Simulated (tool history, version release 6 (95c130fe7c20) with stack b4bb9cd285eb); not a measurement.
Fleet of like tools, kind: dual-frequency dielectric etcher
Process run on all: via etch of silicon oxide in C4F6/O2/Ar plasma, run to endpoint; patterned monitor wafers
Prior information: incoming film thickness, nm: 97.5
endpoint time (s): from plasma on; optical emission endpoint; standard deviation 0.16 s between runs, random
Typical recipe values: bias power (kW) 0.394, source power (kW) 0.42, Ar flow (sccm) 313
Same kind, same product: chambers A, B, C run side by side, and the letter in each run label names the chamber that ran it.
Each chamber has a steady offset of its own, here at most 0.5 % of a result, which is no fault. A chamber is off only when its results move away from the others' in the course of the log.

{"run": "1C", "hour": 12.3, "bias power (kW)": 0.394, "source power (kW)": 0.42, "Ar flow (sccm)": 313, "endpoint time (s)": 23.311}
{"run": "2B", "hour": 19.3, "bias power (kW)": 0.394, "source power (kW)": 0.42, "Ar flow (sccm)": 313, "endpoint time (s)": 23.183}
{"run": "3A", "hour": 25.8, "bias power (kW)": 0.394, "source power (kW)": 0.42, "Ar flow (sccm)": 313, "endpoint time (s)": 23.191}
{"run": "4C", "hour": 32.7, "bias power (kW)": 0.394, "source power (kW)": 0.42, "Ar flow (sccm)": 313, "endpoint time (s)": 23.05}
{"run": "5A", "hour": 38.5, "bias power (kW)": 0.394, "source power (kW)": 0.42, "Ar flow (sccm)": 313, "endpoint time (s)": 22.938}
{"hour": 41.5, "done": "chamber B: wet clean of the chamber"}
{"run": "6B", "hour": 45.3, "bias power (kW)": 0.394, "source power (kW)": 0.42, "Ar flow (sccm)": 313, "endpoint time (s)": 23.013}
{"hour": 54.1, "done": "chamber C: wet clean of the chamber"}
{"run": "7B", "hour": 58.2, "bias power (kW)": 0.394, "source power (kW)": 0.42, "Ar flow (sccm)": 313, "endpoint time (s)": 23.115}
{"run": "8C", "hour": 65.2, "bias power (kW)": 0.394, "source power (kW)": 0.42, "Ar flow (sccm)": 313, "endpoint time (s)": 23.087}
{"run": "9A", "hour": 71.1, "bias power (kW)": 0.483, "source power (kW)": 0.51, "Ar flow (sccm)": 313, "endpoint time (s)": 19.82}
{"run": "10C", "hour": 84.0, "bias power (kW)": 0.483, "source power (kW)": 0.51, "Ar flow (sccm)": 313, "endpoint time (s)": 20.06}
{"run": "11A", "hour": 90.8, "bias power (kW)": 0.483, "source power (kW)": 0.51, "Ar flow (sccm)": 313, "endpoint time (s)": 19.723}
{"run": "12B", "hour": 101.2, "bias power (kW)": 0.469, "source power (kW)": 0.42, "Ar flow (sccm)": 281, "endpoint time (s)": 21.755}
{"run": "13B", "hour": 113.7, "bias power (kW)": 0.469, "source power (kW)": 0.42, "Ar flow (sccm)": 281, "endpoint time (s)": 21.53}
{"run": "14C", "hour": 120.8, "bias power (kW)": 0.469, "source power (kW)": 0.42, "Ar flow (sccm)": 281, "endpoint time (s)": 21.479}
{"run": "15A", "hour": 128.6, "bias power (kW)": 0.394, "source power (kW)": 0.42, "Ar flow (sccm)": 313, "endpoint time (s)": 23.206}
{"run": "16B", "hour": 140.0, "bias power (kW)": 0.394, "source power (kW)": 0.42, "Ar flow (sccm)": 313, "endpoint time (s)": 23.065}
{"run": "17A", "hour": 147.2, "bias power (kW)": 0.394, "source power (kW)": 0.42, "Ar flow (sccm)": 313, "endpoint time (s)": 23.217}
{"run": "18C", "hour": 157.4, "bias power (kW)": 0.461, "source power (kW)": 0.42, "Ar flow (sccm)": 353, "endpoint time (s)": 22.274}
{"hour": 159.2, "done": "chamber A: bias power generator calibrated"}
{"run": "19C", "hour": 166.1, "bias power (kW)": 0.461, "source power (kW)": 0.42, "Ar flow (sccm)": 353, "endpoint time (s)": 22.184}
{"run": "20A", "hour": 173.1, "bias power (kW)": 0.461, "source power (kW)": 0.42, "Ar flow (sccm)": 353, "endpoint time (s)": 21.983}

What goes on in this fleet: one chamber off, a drifting gauge, or nothing beyond the chambers' own small offsets? Name the chamber and the cause, if any.

All chambers stay in line apart from their small fixed offsets, and the gauge does not drift.
